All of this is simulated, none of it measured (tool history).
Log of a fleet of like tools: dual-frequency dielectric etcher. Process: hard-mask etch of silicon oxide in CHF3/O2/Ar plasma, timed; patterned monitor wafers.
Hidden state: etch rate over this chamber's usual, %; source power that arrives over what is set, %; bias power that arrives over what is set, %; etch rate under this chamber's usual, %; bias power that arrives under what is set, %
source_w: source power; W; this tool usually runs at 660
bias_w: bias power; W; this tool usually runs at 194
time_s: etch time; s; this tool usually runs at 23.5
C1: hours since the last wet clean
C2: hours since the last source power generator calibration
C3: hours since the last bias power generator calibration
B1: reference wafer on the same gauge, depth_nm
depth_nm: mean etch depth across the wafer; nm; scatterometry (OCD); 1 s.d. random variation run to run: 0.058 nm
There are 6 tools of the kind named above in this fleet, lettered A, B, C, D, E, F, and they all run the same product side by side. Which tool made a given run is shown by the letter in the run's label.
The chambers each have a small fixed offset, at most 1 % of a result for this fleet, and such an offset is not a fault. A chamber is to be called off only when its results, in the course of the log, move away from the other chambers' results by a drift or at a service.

{"run": "1D", "hour": 11.3, "source_w": 660, "bias_w": 194, "time_s": 23.5, "C1": 416.2, "C2": 762.0, "C3": 667.1, "B1": 54.809, "depth_nm": 49.238}
{"run": "2A", "hour": 16.8, "source_w": 660, "bias_w": 194, "time_s": 23.5, "C1": 159.7, "C2": 188.2, "C3": 1330.8, "B1": 54.807, "depth_nm": 49.348}
{"run": "3C", "hour": 28.3, "source_w": 660, "bias_w": 194, "time_s": 23.5, "C1": 277.1, "C2": 1199.6, "C3": 2126.4, "B1": 54.824, "depth_nm": 49.094}
{"run": "4F", "hour": 37.6, "source_w": 660, "bias_w": 194, "time_s": 23.5, "C1": 198.2, "C2": 1027.2, "C3": 3398.9, "B1": 54.834, "depth_nm": 49.512}
{"run": "5B", "hour": 46.5, "source_w": 780, "bias_w": 223, "time_s": 23.5, "C1": 261.9, "C2": 1806.4, "C3": 3413.4, "B1": 54.846, "depth_nm": 55.574}
{"run": "6E", "hour": 52.6, "source_w": 780, "bias_w": 223, "time_s": 23.5, "C1": 178.4, "C2": 984.6, "C3": 401.2, "B1": 54.85, "depth_nm": 55.58}
{"run": "7F", "hour": 61.1, "source_w": 780, "bias_w": 223, "time_s": 23.5, "C1": 221.7, "C2": 1050.7, "C3": 3422.4, "B1": 54.855, "depth_nm": 55.515}
{"run": "8B", "hour": 67.6, "source_w": 780, "bias_w": 223, "time_s": 23.5, "C1": 283.0, "C2": 1827.5, "C3": 3434.5, "B1": 54.837, "depth_nm": 55.73}
{"run": "9A", "hour": 72.7, "source_w": 780, "bias_w": 223, "time_s": 23.5, "C1": 215.6, "C2": 244.1, "C3": 1386.7, "B1": 54.866, "depth_nm": 55.122}
{"run": "10D", "hour": 82.7, "source_w": 780, "bias_w": 223, "time_s": 23.5, "C1": 487.6, "C2": 833.4, "C3": 738.5, "B1": 54.858, "depth_nm": 55.154}
{"hour": 85.1, "done": "chamber D: wet clean of the chamber"}
{"run": "11C", "hour": 88.1, "source_w": 660, "bias_w": 194, "time_s": 23.5, "C1": 336.9, "C2": 1259.4, "C3": 2186.2, "B1": 54.886, "depth_nm": 49.224}
{"hour": 92.4, "done": "chamber B: bias power generator calibrated"}
{"run": "12E", "hour": 99.4, "source_w": 660, "bias_w": 194, "time_s": 23.5, "C1": 225.2, "C2": 1031.4, "C3": 448.0, "B1": 54.876, "depth_nm": 49.772}
{"run": "13B", "hour": 106.0, "source_w": 660, "bias_w": 194, "time_s": 23.5, "C1": 321.4, "C2": 1865.9, "C3": 13.7, "B1": 54.887, "depth_nm": 49.881}
{"run": "14E", "hour": 114.6, "source_w": 660, "bias_w": 194, "time_s": 18.5, "C1": 240.4, "C2": 1046.6, "C3": 463.2, "B1": 54.907, "depth_nm": 39.186}
{"run": "15A", "hour": 121.4, "source_w": 660, "bias_w": 194, "time_s": 18.5, "C1": 264.3, "C2": 292.8, "C3": 1435.4, "B1": 54.906, "depth_nm": 38.981}
{"run": "16D", "hour": 131.8, "source_w": 660, "bias_w": 194, "time_s": 18.5, "C1": 46.8, "C2": 882.5, "C3": 787.6, "B1": 54.898, "depth_nm": 38.879}
{"run": "17F", "hour": 142.9, "source_w": 660, "bias_w": 194, "time_s": 18.5, "C1": 303.5, "C2": 1132.5, "C3": 3504.2, "B1": 54.904, "depth_nm": 39.091}
{"run": "18C", "hour": 153.4, "source_w": 660, "bias_w": 194, "time_s": 18.5, "C1": 402.2, "C2": 1324.7, "C3": 2251.5, "B1": 54.898, "depth_nm": 38.751}
{"run": "19C", "hour": 160.4, "source_w": 660, "bias_w": 194, "time_s": 18.5, "C1": 409.2, "C2": 1331.7, "C3": 2258.5, "B1": 54.93, "depth_nm": 38.797}
{"run": "20D", "hour": 165.7, "source_w": 590, "bias_w": 194, "time_s": 27.0, "C1": 80.7, "C2": 916.4, "C3": 821.5, "B1": 54.923, "depth_nm": 54.324}
{"run": "21A", "hour": 177.0, "source_w": 590, "bias_w": 194, "time_s": 27.0, "C1": 319.9, "C2": 348.4, "C3": 1491.0, "B1": 54.952, "depth_nm": 54.342}
{"hour": 183.7, "done": "chamber F: wet clean of the chamber"}
{"run": "22F", "hour": 184.3, "source_w": 590, "bias_w": 194, "time_s": 27.0, "C1": 0.6, "C2": 1173.9, "C3": 3545.6, "B1": 54.943, "depth_nm": 54.738}
{"run": "23E", "hour": 193.3, "source_w": 590, "bias_w": 194, "time_s": 27.0, "C1": 319.1, "C2": 1125.3, "C3": 541.9, "B1": 54.949, "depth_nm": 54.908}
{"run": "24B", "hour": 201.4, "source_w": 590, "bias_w": 194, "time_s": 27.0, "C1": 416.8, "C2": 1961.3, "C3": 109.1, "B1": 54.973, "depth_nm": 54.937}
{"run": "25C", "hour": 210.2, "source_w": 590, "bias_w": 194, "time_s": 27.0, "C1": 459.0, "C2": 1381.5, "C3": 2308.3, "B1": 54.954, "depth_nm": 54.323}
{"run": "26B", "hour": 218.5, "source_w": 660, "bias_w": 194, "time_s": 23.5, "C1": 433.9, "C2": 1978.4, "C3": 126.2, "B1": 54.987, "depth_nm": 49.916}
{"run": "27D", "hour": 224.5, "source_w": 660, "bias_w": 194, "time_s": 23.5, "C1": 139.5, "C2": 975.2, "C3": 880.3, "B1": 54.979, "depth_nm": 49.456}
{"run": "28E", "hour": 230.6, "source_w": 660, "bias_w": 194, "time_s": 23.5, "C1": 356.4, "C2": 1162.6, "C3": 579.2, "B1": 55.007, "depth_nm": 49.895}
{"run": "29F", "hour": 236.6, "source_w": 660, "bias_w": 194, "time_s": 23.5, "C1": 52.9, "C2": 1226.2, "C3": 3597.9, "B1": 55.005, "depth_nm": 49.69}
{"hour": 240.6, "done": "chamber E: wet clean of the chamber"}
{"run": "30A", "hour": 243.1, "source_w": 530, "bias_w": 209, "time_s": 23.5, "C1": 386.0, "C2": 414.5, "C3": 1557.1, "B1": 55.004, "depth_nm": 46.751}
{"run": "31B", "hour": 249.8, "source_w": 530, "bias_w": 209, "time_s": 23.5, "C1": 465.2, "C2": 2009.7, "C3": 157.5, "B1": 55.018, "depth_nm": 47.119}
{"run": "32A", "hour": 256.7, "source_w": 530, "bias_w": 209, "time_s": 23.5, "C1": 399.6, "C2": 428.1, "C3": 1570.7, "B1": 55.006, "depth_nm": 46.748}
{"run": "33C", "hour": 264.6, "source_w": 530, "bias_w": 209, "time_s": 23.5, "C1": 513.4, "C2": 1435.9, "C3": 2362.7, "B1": 55.032, "depth_nm": 46.599}
{"run": "34D", "hour": 274.5, "source_w": 530, "bias_w": 209, "time_s": 23.5, "C1": 189.5, "C2": 1025.2, "C3": 930.3, "B1": 55.036, "depth_nm": 46.688}
{"run": "35F", "hour": 281.8, "source_w": 530, "bias_w": 209, "time_s": 23.5, "C1": 98.1, "C2": 1271.4, "C3": 3643.1, "B1": 55.037, "depth_nm": 46.925}
{"run": "36E", "hour": 290.7, "source_w": 660, "bias_w": 194, "time_s": 23.5, "C1": 50.2, "C2": 1222.7, "C3": 639.3, "B1": 55.042, "depth_nm": 49.945}
{"run": "37C", "hour": 301.1, "source_w": 660, "bias_w": 194, "time_s": 23.5, "C1": 549.9, "C2": 1472.4, "C3": 2399.2, "B1": 55.042, "depth_nm": 49.39}
{"run": "38A", "hour": 312.7, "source_w": 660, "bias_w": 194, "time_s": 23.5, "C1": 455.6, "C2": 484.1, "C3": 1626.7, "B1": 55.077, "depth_nm": 49.532}

What goes on in this fleet: one chamber off, a drifting gauge, or nothing beyond the chambers' own small offsets? Name the chamber and the cause, if any.

The shared gauge is drifting. All chambers look as if they move in step, but none is off.
Most likely cause: gauge reads high (%) = 0.484.
